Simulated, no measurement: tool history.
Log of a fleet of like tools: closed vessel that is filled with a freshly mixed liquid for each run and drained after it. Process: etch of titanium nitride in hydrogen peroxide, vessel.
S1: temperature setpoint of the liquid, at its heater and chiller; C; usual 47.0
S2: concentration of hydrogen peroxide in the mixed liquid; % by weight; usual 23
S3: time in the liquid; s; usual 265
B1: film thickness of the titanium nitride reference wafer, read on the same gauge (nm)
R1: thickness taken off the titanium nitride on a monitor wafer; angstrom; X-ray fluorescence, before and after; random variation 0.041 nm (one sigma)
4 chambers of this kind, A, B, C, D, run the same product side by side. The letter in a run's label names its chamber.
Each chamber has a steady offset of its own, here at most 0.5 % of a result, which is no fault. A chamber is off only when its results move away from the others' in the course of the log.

{"run": "1C", "hour": 14.5, "S1": 47.0, "S2": 23, "S3": 265, "B1": 109.97, "R1": 75.061}
{"run": "2A", "hour": 21.6, "S1": 47.0, "S2": 23, "S3": 265, "B1": 110.03, "R1": 75.325}
{"run": "3B", "hour": 35.2, "S1": 47.0, "S2": 23, "S3": 265, "B1": 109.97, "R1": 74.563}
{"run": "4D", "hour": 48.7, "S1": 47.0, "S2": 23, "S3": 265, "B1": 109.99, "R1": 74.447}
{"run": "5C", "hour": 62.2, "S1": 47.0, "S2": 23, "S3": 265, "B1": 110.03, "R1": 75.002}
{"run": "6B", "hour": 74.1, "S1": 51.0, "S2": 23, "S3": 405, "B1": 109.99, "R1": 155.35}
{"hour": 79.0, "done": "chamber A: new drum of peroxide connected"}
{"run": "7A", "hour": 85.4, "S1": 51.0, "S2": 23, "S3": 405, "B1": 109.99, "R1": 154.86}
{"run": "8D", "hour": 98.7, "S1": 51.0, "S2": 23, "S3": 405, "B1": 109.97, "R1": 153.72}
{"hour": 107.0, "done": "chamber C: new drum of peroxide connected"}
{"run": "9C", "hour": 113.2, "S1": 51.0, "S2": 23, "S3": 405, "B1": 110.01, "R1": 152.91}
{"run": "10D", "hour": 123.4, "S1": 47.0, "S2": 23, "S3": 265, "B1": 110.01, "R1": 74.364}
{"run": "11A", "hour": 137.9, "S1": 47.0, "S2": 23, "S3": 265, "B1": 110.01, "R1": 76.081}
{"run": "12B", "hour": 149.9, "S1": 47.0, "S2": 23, "S3": 265, "B1": 109.99, "R1": 75.098}
{"run": "13B", "hour": 162.2, "S1": 47.0, "S2": 23, "S3": 265, "B1": 110.03, "R1": 75.267}
{"run": "14D", "hour": 172.9, "S1": 47.0, "S2": 23, "S3": 265, "B1": 110.01, "R1": 75.55}
{"run": "15A", "hour": 184.0, "S1": 47.0, "S2": 23, "S3": 265, "B1": 110.03, "R1": 75.905}
{"run": "16C", "hour": 197.1, "S1": 47.0, "S2": 23, "S3": 265, "B1": 110.0, "R1": 74.916}
{"run": "17A", "hour": 209.4, "S1": 54.5, "S2": 23, "S3": 405, "B1": 109.99, "R1": 201.15}
{"run": "18D", "hour": 221.7, "S1": 54.5, "S2": 23, "S3": 405, "B1": 109.99, "R1": 196.96}
{"run": "19B", "hour": 233.2, "S1": 54.5, "S2": 23, "S3": 405, "B1": 110.0, "R1": 197.23}
{"run": "20C", "hour": 247.2, "S1": 54.5, "S2": 23, "S3": 405, "B1": 110.01, "R1": 196.24}
{"run": "21C", "hour": 254.1, "S1": 47.0, "S2": 23, "S3": 265, "B1": 110.01, "R1": 74.729}
{"run": "22B", "hour": 266.5, "S1": 47.0, "S2": 23, "S3": 265, "B1": 110.01, "R1": 75.419}
{"run": "23A", "hour": 276.1, "S1": 54.0, "S2": 23, "S3": 265, "B1": 109.99, "R1": 130.54}
{"run": "24D", "hour": 290.6, "S1": 54.0, "S2": 23, "S3": 265, "B1": 109.96, "R1": 124.77}
{"run": "25B", "hour": 301.9, "S1": 54.0, "S2": 23, "S3": 265, "B1": 109.95, "R1": 124.35}
{"run": "26A", "hour": 310.9, "S1": 54.0, "S2": 23, "S3": 265, "B1": 110.05, "R1": 129.73}
{"run": "27C", "hour": 319.5, "S1": 47.0, "S2": 23, "S3": 145, "B1": 109.96, "R1": 40.56}

Is one chamber off against the others, does the gauge drift, or is nothing wrong? If a chamber is off, say which, and what the likeliest cause is.

Chamber A drifts away from the others.
Cause: liquid hotter than its thermometer reads (K) = 0.721.

Here are 4 candidates for chamber A's next run, each the usual settings with a change, their results left as question marks. Which one brings its results back in line with what the others give on the usual settings?
In line means no further than this from the other chambers' mean on the usual settings: R1 1.400 angstrom
{"run": "28A-1", "hour": 329.9, "S1": 47.5, "S2": 23, "S3": 270, "R1": "?"}
{"run": "28A-2", "hour": 329.9, "S1": 47.0, "S2": 23, "S3": 260, "R1": "?"}
{"run": "28A-3", "hour": 329.9, "S1": 47.0, "S2": 18, "S3": 265, "R1": "?"}
{"run": "28A-4", "hour": 329.9, "S1": 47.0, "S2": 23, "S3": 270, "R1": "?"}

The other chambers' mean on the usual settings: R1 74.916 angstrom
run=28A-1 R1=83.976
run=28A-2 R1=77.905
run=28A-3 R1=75.313
run=28A-4 R1=80.901
28A-3 brings the chamber back in line.
